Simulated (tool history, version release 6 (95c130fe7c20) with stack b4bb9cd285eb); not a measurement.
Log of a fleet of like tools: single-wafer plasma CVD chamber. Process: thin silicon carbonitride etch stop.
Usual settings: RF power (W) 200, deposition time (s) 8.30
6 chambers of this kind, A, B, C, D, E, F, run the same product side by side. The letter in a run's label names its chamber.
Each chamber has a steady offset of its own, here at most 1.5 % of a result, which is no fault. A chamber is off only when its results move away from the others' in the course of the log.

run,hour,RF power (W),deposition time (s),"read-back reference wafer on the same gauge, thickness_nm",mean film thickness on the monitor wafer (angstrom)
# hour 6.6: chamber C: thermocouple changed; heater temperature recalibrated
1C,8.3,200,8.30,5.2298,46.886
2E,18.0,200,8.30,5.2308,47.163
3D,24.7,200,8.30,5.2325,47.430
4F,33.1,200,8.30,5.2310,47.039
5B,39.9,200,8.30,5.2277,47.274
6A,48.7,200,8.30,5.2299,47.158
7F,59.0,225,8.97,5.2317,52.441
8A,64.1,225,8.97,5.2319,52.914
9C,71.8,225,8.97,5.2277,52.257
# hour 80.0: chamber F: thermocouple changed; heater temperature recalibrated
10E,82.3,225,8.97,5.2295,52.995
11B,89.0,225,8.97,5.2306,52.839
12D,96.3,225,8.97,5.2295,53.541
13E,101.7,200,8.30,5.2308,47.111
14D,108.4,200,8.30,5.2291,47.645
15B,119.5,200,8.30,5.2323,47.463
16F,125.0,200,8.30,5.2310,46.784
17C,131.5,200,8.30,5.2289,46.866
18A,138.6,200,8.30,5.2301,47.345
19B,149.4,200,8.30,5.2326,47.058
20E,156.1,200,8.30,5.2295,47.343
21A,165.9,200,8.30,5.2307,47.064
22F,177.2,200,8.30,5.2287,47.096
23D,187.4,200,8.30,5.2317,47.664
24C,195.3,200,8.30,5.2310,46.869
25A,204.5,200,8.30,5.2308,47.363
26D,210.8,200,8.30,5.2325,47.304
27E,216.7,200,8.30,5.2304,47.197
28C,223.7,200,8.30,5.2247,46.918
29B,233.2,200,8.30,5.2302,47.193
30F,238.3,200,8.30,5.2326,47.081
31A,247.9,200,8.30,5.2288,47.163
32F,259.5,200,8.30,5.2293,47.048
33E,268.4,200,8.30,5.2297,47.041
34B,278.7,200,8.30,5.2316,47.285
35D,288.2,200,8.30,5.2259,47.864
36C,299.7,200,8.30,5.2319,46.745
37F,309.1,200,8.30,5.2301,46.905
38B,315.2,200,8.30,5.2302,47.432
39A,320.6,200,8.30,5.2319,47.301
40D,326.5,200,8.30,5.2343,47.364
41C,331.7,200,8.30,5.2289,46.655
42E,343.1,200,8.30,5.2322,47.026
43D,354.6,200,8.30,5.2293,47.617

All 6 chambers run these settings next. Forecast each chamber's results:
44A,363.0,200,8.30,,?
44B,363.0,200,8.30,,?
44C,363.0,200,8.30,,?
44D,363.0,200,8.30,,?
44E,363.0,200,8.30,,?
44F,363.0,200,8.30,,?

run,mean film thickness on the monitor wafer (angstrom)
44A,47.192
44B,47.372
44C,46.924
44D,47.620
44E,47.125
44F,47.086
